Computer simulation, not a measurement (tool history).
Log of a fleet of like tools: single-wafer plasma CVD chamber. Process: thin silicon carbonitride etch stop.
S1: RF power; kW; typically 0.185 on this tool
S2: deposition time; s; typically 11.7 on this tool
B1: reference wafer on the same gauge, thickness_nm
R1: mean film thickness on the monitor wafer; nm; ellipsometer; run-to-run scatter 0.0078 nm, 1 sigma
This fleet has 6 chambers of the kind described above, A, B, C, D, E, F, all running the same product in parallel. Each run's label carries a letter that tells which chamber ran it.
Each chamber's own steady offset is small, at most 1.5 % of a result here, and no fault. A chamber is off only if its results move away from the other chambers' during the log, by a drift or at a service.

{"run": "1C", "day": 0.325, "S1": 0.185, "S2": 11.7, "B1": 6.5189, "R1": 6.6083}
{"run": "2D", "day": 0.6, "S1": 0.185, "S2": 11.7, "B1": 6.5177, "R1": 6.5815}
{"run": "3F", "day": 1.046, "S1": 0.185, "S2": 11.7, "B1": 6.5183, "R1": 6.4682}
{"run": "4A", "day": 1.417, "S1": 0.185, "S2": 11.7, "B1": 6.5164, "R1": 6.528}
{"run": "5B", "day": 1.767, "S1": 0.185, "S2": 11.7, "B1": 6.5136, "R1": 6.4988}
{"run": "6E", "day": 1.996, "S1": 0.185, "S2": 11.7, "B1": 6.5135, "R1": 6.4746}
{"run": "7D", "day": 2.242, "S1": 0.185, "S2": 11.7, "B1": 6.5132, "R1": 6.5564}
{"run": "8F", "day": 2.562, "S1": 0.185, "S2": 11.7, "B1": 6.5137, "R1": 6.4749}
{"run": "9B", "day": 2.821, "S1": 0.185, "S2": 11.7, "B1": 6.516, "R1": 6.4946}
{"run": "10C", "day": 3.196, "S1": 0.185, "S2": 11.7, "B1": 6.511, "R1": 6.6011}
{"run": "11A", "day": 3.504, "S1": 0.185, "S2": 11.7, "B1": 6.5105, "R1": 6.5335}
{"run": "12E", "day": 3.975, "S1": 0.185, "S2": 11.7, "B1": 6.5111, "R1": 6.4634}
{"run": "13A", "day": 4.442, "S1": 0.185, "S2": 11.7, "B1": 6.5097, "R1": 6.5274}
{"run": "14E", "day": 4.888, "S1": 0.185, "S2": 11.7, "B1": 6.509, "R1": 6.4737}
{"run": "15B", "day": 5.362, "S1": 0.185, "S2": 11.7, "B1": 6.5095, "R1": 6.4762}
{"run": "16C", "day": 5.808, "S1": 0.185, "S2": 11.7, "B1": 6.5051, "R1": 6.5999}
{"run": "17D", "day": 6.271, "S1": 0.185, "S2": 11.7, "B1": 6.5071, "R1": 6.5554}
{"day": 6.475, "done": "chamber D: thermocouple changed; heater temperature recalibrated"}
{"run": "18F", "day": 6.7, "S1": 0.185, "S2": 11.7, "B1": 6.506, "R1": 6.4679}
{"run": "19B", "day": 7.025, "S1": 0.165, "S2": 11.7, "B1": 6.5048, "R1": 6.2721}
{"run": "20C", "day": 7.488, "S1": 0.165, "S2": 11.7, "B1": 6.5035, "R1": 6.3568}
{"run": "21A", "day": 7.912, "S1": 0.165, "S2": 11.7, "B1": 6.5036, "R1": 6.2873}
{"run": "22F", "day": 8.258, "S1": 0.165, "S2": 11.7, "B1": 6.5031, "R1": 6.2334}
{"day": 8.433, "done": "chamber E: RF generator calibrated"}
{"run": "23D", "day": 8.579, "S1": 0.165, "S2": 11.7, "B1": 6.5013, "R1": 6.3311}
{"run": "24E", "day": 8.821, "S1": 0.165, "S2": 11.7, "B1": 6.5001, "R1": 6.2498}
{"run": "25A", "day": 9.121, "S1": 0.185, "S2": 11.7, "B1": 6.5006, "R1": 6.5068}
{"run": "26B", "day": 9.596, "S1": 0.185, "S2": 11.7, "B1": 6.5015, "R1": 6.4773}
{"run": "27C", "day": 9.942, "S1": 0.16, "S2": 11.7, "B1": 6.4996, "R1": 6.2863}
{"run": "28F", "day": 10.275, "S1": 0.16, "S2": 11.7, "B1": 6.4981, "R1": 6.1699}
{"run": "29E", "day": 10.679, "S1": 0.16, "S2": 11.7, "B1": 6.4994, "R1": 6.1831}
{"run": "30D", "day": 10.992, "S1": 0.16, "S2": 11.7, "B1": 6.4961, "R1": 6.2727}
{"run": "31B", "day": 11.383, "S1": 0.16, "S2": 11.7, "B1": 6.4987, "R1": 6.2056}
{"run": "32F", "day": 11.812, "S1": 0.16, "S2": 11.7, "B1": 6.4952, "R1": 6.18}
{"run": "33E", "day": 12.062, "S1": 0.185, "S2": 11.7, "B1": 6.495, "R1": 6.4607}
{"run": "34A", "day": 12.458, "S1": 0.185, "S2": 11.7, "B1": 6.4955, "R1": 6.5042}
{"run": "35D", "day": 12.783, "S1": 0.21, "S2": 11.7, "B1": 6.493, "R1": 6.7766}
{"day": 13.038, "done": "chamber C: RF generator calibrated"}
{"run": "36C", "day": 13.05, "S1": 0.21, "S2": 11.7, "B1": 6.4924, "R1": 6.8232}
{"run": "37A", "day": 13.329, "S1": 0.21, "S2": 11.7, "B1": 6.4908, "R1": 6.7591}
{"run": "38C", "day": 13.8, "S1": 0.21, "S2": 11.7, "B1": 6.4897, "R1": 6.8337}
{"run": "39F", "day": 14.179, "S1": 0.21, "S2": 11.7, "B1": 6.4908, "R1": 6.7038}
{"run": "40E", "day": 14.579, "S1": 0.21, "S2": 11.7, "B1": 6.4887, "R1": 6.7018}
{"run": "41D", "day": 14.842, "S1": 0.185, "S2": 11.7, "B1": 6.4898, "R1": 6.5203}

Predict what each chamber gives when all 6 of them run the settings below next.
{"run": "42A", "day": 15.212, "S1": 0.16, "S2": 11.7, "R1": "?"}
{"run": "42B", "day": 15.212, "S1": 0.16, "S2": 11.7, "R1": "?"}
{"run": "42C", "day": 15.212, "S1": 0.16, "S2": 11.7, "R1": "?"}
{"run": "42D", "day": 15.212, "S1": 0.16, "S2": 11.7, "R1": "?"}
{"run": "42E", "day": 15.212, "S1": 0.16, "S2": 11.7, "R1": "?"}
{"run": "42F", "day": 15.212, "S1": 0.16, "S2": 11.7, "R1": "?"}

run=42A R1=6.2198
run=42B R1=6.1894
run=42C R1=6.2773
run=42D R1=6.2675
run=42E R1=6.1813
run=42F R1=6.1585

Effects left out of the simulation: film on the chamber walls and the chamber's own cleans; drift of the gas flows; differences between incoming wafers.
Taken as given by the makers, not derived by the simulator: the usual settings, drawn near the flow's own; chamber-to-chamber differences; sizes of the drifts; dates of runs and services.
